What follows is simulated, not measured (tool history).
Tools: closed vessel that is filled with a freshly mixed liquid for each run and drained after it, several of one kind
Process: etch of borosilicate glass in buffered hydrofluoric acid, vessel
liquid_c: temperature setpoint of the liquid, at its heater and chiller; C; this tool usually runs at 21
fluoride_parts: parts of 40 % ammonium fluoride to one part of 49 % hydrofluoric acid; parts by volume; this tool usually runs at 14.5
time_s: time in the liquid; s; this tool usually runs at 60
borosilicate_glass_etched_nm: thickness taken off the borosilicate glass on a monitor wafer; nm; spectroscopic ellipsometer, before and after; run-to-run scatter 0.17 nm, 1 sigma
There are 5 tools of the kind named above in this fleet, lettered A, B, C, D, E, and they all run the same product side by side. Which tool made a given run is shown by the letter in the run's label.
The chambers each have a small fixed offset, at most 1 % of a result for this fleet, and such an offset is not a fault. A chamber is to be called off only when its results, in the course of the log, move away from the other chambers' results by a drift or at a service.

run   hour  liquid_c  fluoride_parts  time_s  read-back film thickness of the borosilicate glass reference wafer, read on the same gauge (nm)  borosilicate_glass_etched_nm
 1D    9.8        21            14.5      60                                                                                           49.985                        43.712
      17.2  -- chamber B: hydrofluoric acid flow meter replaced
      19.0  -- chamber A: hydrofluoric acid flow meter replaced
 2B   21.7        21            14.5      60                                                                                           49.982                        43.841
 3C   33.8        21            14.5      60                                                                                           49.984                        44.056
 4E   46.9        21            14.5      60                                                                                           50.004                        43.916
 5A   60.8        21            14.5      90                                                                                           50.003                        65.782
 6D   68.7        21            14.5      90                                                                                           50.014                        66.341
 7C   78.4        21            14.5      90                                                                                           50.023                        65.749
 8A   92.5        21            14.5      90                                                                                           50.006                        65.962
 9B  103.2        21            14.5      90                                                                                           50.005                        65.902
10E  114.2        21            14.5      60                                                                                           49.995                        43.873
11A  130.2        21            14.5      60                                                                                           50.010                        43.566
12D  138.0        21            14.5      60                                                                                           50.026                        43.950
13C  150.4        21            14.5      60                                                                                           49.998                        43.827
14B  158.8        21            14.5      60                                                                                           50.002                        44.014
15E  171.9        21            14.5      60                                                                                           49.995                        44.004
16A  180.0        21            14.5      60                                                                                           50.010                        43.673
17C  191.4        21            12.0      60                                                                                           49.985                        52.843
18E  201.0        21            12.0      60                                                                                           50.001                        53.038
19D  208.9        21            12.0      60                                                                                           49.992                        52.728
20B  219.8        21            12.0      60                                                                                           49.986                        53.215
21A  231.9        21            12.0      60                                                                                           49.990                        52.957
22B  241.4        21            14.5      60                                                                                           49.988                        43.975
23E  251.4        21            14.5      60                                                                                           50.003                        43.886
24D  266.9        21            14.5      60                                                                                           49.999                        43.837
25C  278.6        21            14.5      60                                                                                           49.990                        45.189
26D  288.3        26            14.5      60                                                                                           49.984                        57.418
27C  303.3        26            14.5      60                                                                                           49.991                        59.938
28B  318.9        26            14.5      60                                                                                           50.004                        57.639
29A  328.6        26            14.5      60                                                                                           49.994                        56.987
30E  341.0        26            14.5      60                                                                                           49.971                        56.976
31D  352.2        21            14.5      60                                                                                           49.995                        43.788
32E  359.5        21            14.5      60                                                                                           49.999                        43.477
33A  373.2        21            14.5      40                                                                                           49.993                        29.182

Which is it: a chamber that has drifted or been left off by a service, a gauge drift common to all chambers, or only each chamber's usual small offset? If a chamber is off, name it and its likeliest cause.

Chamber C drifts away from the others.
Cause: hydrofluoric acid flow above the setpoint (%) = 5.72.
With only this log, it may be confused with: liquid hotter than its thermometer reads (K).

Here are 4 candidates for chamber C's next run, each the usual settings with a change, their results left as question marks. Which one brings its results back in line with what the others give on the usual settings?
Counts as in line when no further than this from what the other chambers average on the usual settings: borosilicate_glass_etched_nm 0.600 nm
34C-1  385.1        22            14.5      60                                                                                                                              ?
34C-2  385.1        20            14.5      60                                                                                                                              ?
34C-3  385.1        21            14.0      60                                                                                                                              ?
34C-4  385.1        21            15.0      60                                                                                                                              ?

What the other chambers average on the usual settings: borosilicate_glass_etched_nm 43.868 nm
  run  borosilicate_glass_etched_nm
34C-1                        48.996
34C-2                        43.855
34C-3                        47.967
34C-4                        44.834
The right change is 34C-2: it brings the chamber back within the allowed miss of the others.
